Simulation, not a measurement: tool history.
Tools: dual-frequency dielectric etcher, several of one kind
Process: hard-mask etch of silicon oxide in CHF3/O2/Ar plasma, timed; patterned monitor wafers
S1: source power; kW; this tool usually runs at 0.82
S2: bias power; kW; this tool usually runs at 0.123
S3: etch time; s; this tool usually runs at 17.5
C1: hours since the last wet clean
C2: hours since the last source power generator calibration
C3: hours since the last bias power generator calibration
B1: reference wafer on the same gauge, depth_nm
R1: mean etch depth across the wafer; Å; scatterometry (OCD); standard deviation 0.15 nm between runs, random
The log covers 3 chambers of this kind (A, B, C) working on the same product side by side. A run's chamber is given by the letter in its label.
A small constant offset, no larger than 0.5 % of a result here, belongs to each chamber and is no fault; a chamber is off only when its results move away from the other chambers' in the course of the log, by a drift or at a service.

{"run": "1C", "hour": 12.6, "S1": 0.82, "S2": 0.123, "S3": 17.5, "C1": 199.6, "C2": 3434.6, "C3": 1169.3, "B1": 35.441, "R1": 346.39}
{"run": "2A", "hour": 25.8, "S1": 0.82, "S2": 0.123, "S3": 17.5, "C1": 132.5, "C2": 3673.8, "C3": 60.7, "B1": 35.379, "R1": 344.62}
{"run": "3B", "hour": 33.6, "S1": 0.82, "S2": 0.123, "S3": 17.5, "C1": 358, "C2": 1495.2, "C3": 218.6, "B1": 35.379, "R1": 343.8}
{"run": "4A", "hour": 46.9, "S1": 0.82, "S2": 0.123, "S3": 17.5, "C1": 153.6, "C2": 3694.9, "C3": 81.8, "B1": 35.371, "R1": 345.8}
{"run": "5B", "hour": 55.7, "S1": 0.82, "S2": 0.123, "S3": 17.5, "C1": 380.1, "C2": 1517.3, "C3": 240.7, "B1": 35.356, "R1": 345.52}
{"run": "6C", "hour": 68.4, "S1": 0.82, "S2": 0.123, "S3": 17.5, "C1": 255.4, "C2": 3490.4, "C3": 1225.1, "B1": 35.432, "R1": 343.89}
{"run": "7A", "hour": 79.1, "S1": 0.82, "S2": 0.123, "S3": 17.5, "C1": 185.8, "C2": 3727.1, "C3": 114, "B1": 35.388, "R1": 349.28}
{"run": "8C", "hour": 92.6, "S1": 0.82, "S2": 0.123, "S3": 17.5, "C1": 279.6, "C2": 3514.6, "C3": 1249.3, "B1": 35.392, "R1": 346.73}
{"run": "9B", "hour": 100.1, "S1": 0.82, "S2": 0.123, "S3": 17.5, "C1": 424.5, "C2": 1561.7, "C3": 285.1, "B1": 35.401, "R1": 341.74}
{"run": "10B", "hour": 108.1, "S1": 0.82, "S2": 0.123, "S3": 17.5, "C1": 432.5, "C2": 1569.7, "C3": 293.1, "B1": 35.366, "R1": 344.22}
{"run": "11C", "hour": 116.9, "S1": 0.82, "S2": 0.123, "S3": 17.5, "C1": 303.9, "C2": 3538.9, "C3": 1273.6, "B1": 35.388, "R1": 347.08}
{"run": "12A", "hour": 125.8, "S1": 0.82, "S2": 0.123, "S3": 17.5, "C1": 232.5, "C2": 3773.8, "C3": 160.7, "B1": 35.36, "R1": 348.64}
{"run": "13C", "hour": 133.4, "S1": 0.82, "S2": 0.123, "S3": 17.5, "C1": 320.4, "C2": 3555.4, "C3": 1290.1, "B1": 35.396, "R1": 346.08}
{"hour": 136.5, "done": "chamber B: wet clean of the chamber"}
{"run": "14B", "hour": 143.3, "S1": 0.82, "S2": 0.123, "S3": 17.5, "C1": 6.9, "C2": 1604.9, "C3": 328.3, "B1": 35.395, "R1": 343.08}
{"run": "15A", "hour": 152.4, "S1": 0.82, "S2": 0.123, "S3": 17.5, "C1": 259.1, "C2": 3800.4, "C3": 187.3, "B1": 35.429, "R1": 353.28}
{"run": "16C", "hour": 160.4, "S1": 0.82, "S2": 0.123, "S3": 17.5, "C1": 347.4, "C2": 3582.4, "C3": 1317.1, "B1": 35.437, "R1": 345.89}
{"run": "17A", "hour": 173.1, "S1": 0.82, "S2": 0.123, "S3": 17.5, "C1": 279.8, "C2": 3821.1, "C3": 208, "B1": 35.402, "R1": 354.83}
{"run": "18B", "hour": 180.0, "S1": 0.82, "S2": 0.123, "S3": 17.5, "C1": 43.6, "C2": 1641.6, "C3": 365, "B1": 35.405, "R1": 346.27}
{"hour": 186.7, "done": "chamber C: source power generator calibrated"}
{"run": "19A", "hour": 192.8, "S1": 0.82, "S2": 0.123, "S3": 17.5, "C1": 299.5, "C2": 3840.8, "C3": 227.7, "B1": 35.381, "R1": 356.65}
{"run": "20B", "hour": 201.4, "S1": 0.82, "S2": 0.123, "S3": 17.5, "C1": 65, "C2": 1663, "C3": 386.4, "B1": 35.421, "R1": 343.4}
{"run": "21C", "hour": 207.3, "S1": 0.82, "S2": 0.123, "S3": 17.5, "C1": 394.3, "C2": 20.6, "C3": 1364, "B1": 35.366, "R1": 343.61}
{"run": "22B", "hour": 218.9, "S1": 0.82, "S2": 0.123, "S3": 17.5, "C1": 82.5, "C2": 1680.5, "C3": 403.9, "B1": 35.393, "R1": 344.01}
{"run": "23A", "hour": 231.6, "S1": 0.82, "S2": 0.123, "S3": 17.5, "C1": 338.3, "C2": 3879.6, "C3": 266.5, "B1": 35.395, "R1": 358.67}
{"run": "24C", "hour": 239.9, "S1": 0.82, "S2": 0.094, "S3": 17.5, "C1": 426.9, "C2": 53.2, "C3": 1396.6, "B1": 35.411, "R1": 319.54}
{"run": "25C", "hour": 246.4, "S1": 0.82, "S2": 0.094, "S3": 17.5, "C1": 433.4, "C2": 59.7, "C3": 1403.1, "B1": 35.362, "R1": 320.06}
{"run": "26B", "hour": 253.6, "S1": 0.82, "S2": 0.094, "S3": 17.5, "C1": 117.2, "C2": 1715.2, "C3": 438.6, "B1": 35.452, "R1": 318.96}
{"run": "27A", "hour": 262.3, "S1": 0.82, "S2": 0.123, "S3": 17.5, "C1": 369, "C2": 3910.3, "C3": 297.2, "B1": 35.391, "R1": 361.77}
{"run": "28A", "hour": 274.7, "S1": 0.82, "S2": 0.123, "S3": 17.5, "C1": 381.4, "C2": 3922.7, "C3": 309.6, "B1": 35.409, "R1": 362.46}

Decide between three cases: one chamber stands off from its peers, the gauge reading all wafers drifts, or nothing is wrong past each chamber's small offset. Where a chamber is off, say which and what most likely put it there.

Little by little, chamber A moves away from the other chambers.
Most likely cause: etch rate over this chamber's usual, % = 4.81.

Chamber A could run next with any of the 4 candidate recipes listed below; each alters the usual settings, and their results appear as question marks. Which one brings its results back in line with what the other chambers deliver on the usual settings?
Allowed miss from the other chambers' usual-settings mean, per result, to count as in line: R1 5.3 Å
{"run": "29A-1", "hour": 284.4, "S1": 0.96, "S2": 0.14, "S3": 17.5, "R1": "?"}
{"run": "29A-2", "hour": 284.4, "S1": 0.63, "S2": 0.123, "S3": 17.5, "R1": "?"}
{"run": "29A-3", "hour": 284.4, "S1": 0.82, "S2": 0.103, "S3": 17.5, "R1": "?"}
{"run": "29A-4", "hour": 284.4, "S1": 0.93, "S2": 0.123, "S3": 17.5, "R1": "?"}

The mean the other chambers reach with the usual settings: R1 345.06 Å
run=29A-1 R1=400.93
run=29A-2 R1=327.21
run=29A-3 R1=343.72
run=29A-4 R1=380.63
29A-3 puts the chamber back in line with the other chambers.

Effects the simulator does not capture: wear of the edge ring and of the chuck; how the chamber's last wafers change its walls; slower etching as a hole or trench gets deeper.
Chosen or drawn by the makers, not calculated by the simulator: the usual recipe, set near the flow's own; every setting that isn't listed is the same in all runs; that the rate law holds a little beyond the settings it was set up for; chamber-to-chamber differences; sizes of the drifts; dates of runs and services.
